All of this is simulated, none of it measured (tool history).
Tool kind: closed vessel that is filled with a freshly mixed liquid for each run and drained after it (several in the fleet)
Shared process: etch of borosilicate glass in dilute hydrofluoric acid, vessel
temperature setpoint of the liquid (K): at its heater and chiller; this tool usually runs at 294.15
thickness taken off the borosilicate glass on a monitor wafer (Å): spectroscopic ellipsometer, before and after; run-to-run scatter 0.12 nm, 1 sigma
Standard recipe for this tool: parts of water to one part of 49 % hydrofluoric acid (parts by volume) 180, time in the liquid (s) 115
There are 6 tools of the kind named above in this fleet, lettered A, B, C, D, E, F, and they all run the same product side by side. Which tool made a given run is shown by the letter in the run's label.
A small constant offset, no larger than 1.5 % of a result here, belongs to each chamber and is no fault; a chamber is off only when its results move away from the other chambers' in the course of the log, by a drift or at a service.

| run | hour | temperature setpoint of the liquid (K) | parts of water to one part of 49 % hydrofluoric acid (parts by volume) | time in the liquid (s) | read-back film thickness of the borosilicate glass reference wafer, read on the same gauge (nm) | thickness taken off the borosilicate glass on a monitor wafer (Å) |
|---|---|---|---|---|---|---|
| 1E | 7.3 | 294.15 | 180 | 115 | 150.01 | 169.000 |
| 2A | 16.1 | 294.15 | 180 | 115 | 150.01 | 171.800 |
| 3C | 22.1 | 294.15 | 180 | 115 | 150.03 | 172.470 |
| 4F | 35.0 | 294.15 | 180 | 115 | 149.99 | 172.640 |
|  | 47.3 | chamber A: hydrofluoric acid flow meter replaced |
| 5D | 47.7 | 294.15 | 180 | 115 | 150.00 | 169.520 |
| 6B | 56.2 | 294.15 | 180 | 115 | 150.02 | 170.750 |
| 7E | 66.6 | 294.15 | 180 | 115 | 150.01 | 169.670 |
| 8C | 74.7 | 294.15 | 180 | 115 | 149.99 | 170.250 |
| 9D | 82.0 | 294.15 | 180 | 115 | 150.00 | 168.150 |
| 10B | 88.1 | 294.15 | 180 | 115 | 149.99 | 170.580 |
| 11A | 101.6 | 294.15 | 180 | 115 | 150.02 | 170.800 |
| 12F | 110.3 | 294.15 | 180 | 115 | 150.02 | 168.170 |
| 13A | 118.2 | 294.15 | 235 | 115 | 150.01 | 122.570 |
| 14B | 129.4 | 294.15 | 235 | 115 | 149.99 | 125.880 |
| 15E | 140.1 | 294.15 | 235 | 115 | 150.02 | 123.420 |
| 16F | 151.3 | 294.15 | 235 | 115 | 150.00 | 122.510 |
| 17D | 164.8 | 294.15 | 235 | 115 | 150.00 | 122.080 |
| 18C | 172.5 | 294.15 | 235 | 115 | 149.98 | 122.380 |
| 19B | 182.4 | 294.15 | 180 | 115 | 150.02 | 172.670 |
| 20F | 190.2 | 294.15 | 180 | 115 | 150.01 | 168.660 |
| 21E | 203.6 | 294.15 | 180 | 115 | 150.00 | 168.970 |
| 22A | 216.2 | 294.15 | 180 | 115 | 150.03 | 170.230 |
| 23C | 226.6 | 294.15 | 245 | 115 | 149.98 | 116.950 |
| 24D | 237.6 | 294.15 | 245 | 115 | 150.00 | 115.800 |
| 25A | 249.2 | 294.15 | 245 | 115 | 150.00 | 117.440 |
|  | 253.5 | chamber B: hydrofluoric acid flow meter replaced |
| 26F | 258.6 | 294.15 | 245 | 115 | 150.01 | 112.280 |
| 27C | 266.7 | 294.15 | 245 | 115 | 149.99 | 117.470 |
|  | 270.5 | chamber D: hydrofluoric acid flow meter replaced |
| 28E | 275.8 | 294.15 | 245 | 115 | 149.99 | 117.590 |
| 29B | 285.7 | 294.15 | 180 | 115 | 149.99 | 172.380 |
| 30D | 292.5 | 294.15 | 180 | 115 | 149.98 | 168.680 |
| 31B | 301.8 | 294.15 | 180 | 115 | 149.98 | 171.280 |
| 32A | 310.4 | 294.15 | 180 | 115 | 149.99 | 171.670 |
| 33C | 322.8 | 294.15 | 180 | 115 | 149.97 | 169.090 |
| 34E | 336.1 | 294.15 | 180 | 115 | 149.99 | 169.200 |
| 35F | 343.9 | 294.15 | 180 | 115 | 150.00 | 159.800 |
| 36D | 353.6 | 294.15 | 180 | 115 | 149.99 | 169.790 |
| 37A | 364.7 | 294.15 | 180 | 115 | 150.02 | 168.610 |
| 38E | 376.2 | 294.15 | 180 | 115 | 149.97 | 170.580 |
| 39C | 388.0 | 294.15 | 180 | 115 | 149.99 | 170.080 |
| 40F | 399.7 | 294.15 | 180 | 115 | 150.02 | 156.370 |
| 41B | 412.3 | 294.15 | 180 | 115 | 150.01 | 170.590 |
| 42D | 418.7 | 294.15 | 180 | 115 | 149.99 | 169.110 |

What goes on in this fleet: one chamber off, a drifting gauge, or nothing beyond the chambers' own small offsets? Name the chamber and the cause, if any.

Little by little, chamber F moves away from the other chambers.
Likeliest cause: hydrofluoric acid flow below the setpoint (%) = 6.7.
The log might look much the same if the cause were instead: liquid colder than its thermometer reads (K).

Here are 4 candidates for chamber F's next run, each the usual settings with a change, their results left as question marks. Which one brings its results back in line with what the others give on the usual settings?
A result is in line if it is within this distance of the other chambers' mean on the usual settings: thickness taken off the borosilicate glass on a monitor wafer (Å) 4.300
| 43F-1 | 428.5 | 296.15 | 180 | 115 |  | ? |
| 43F-2 | 428.5 | 294.15 | 180 | 130 |  | ? |
| 43F-3 | 428.5 | 290.65 | 180 | 115 |  | ? |
| 43F-4 | 428.5 | 294.15 | 185 | 110 |  | ? |

The mean the other chambers reach with the usual settings: thickness taken off the borosilicate glass on a monitor wafer (Å) 170.360
| run | thickness taken off the borosilicate glass on a monitor wafer (Å) |
|---|---|
| 43F-1 | 168.680 |
| 43F-2 | 176.750 |
| 43F-3 | 136.410 |
| 43F-4 | 144.660 |
Change 43F-1 lands the chamber within the allowed miss of the other chambers.
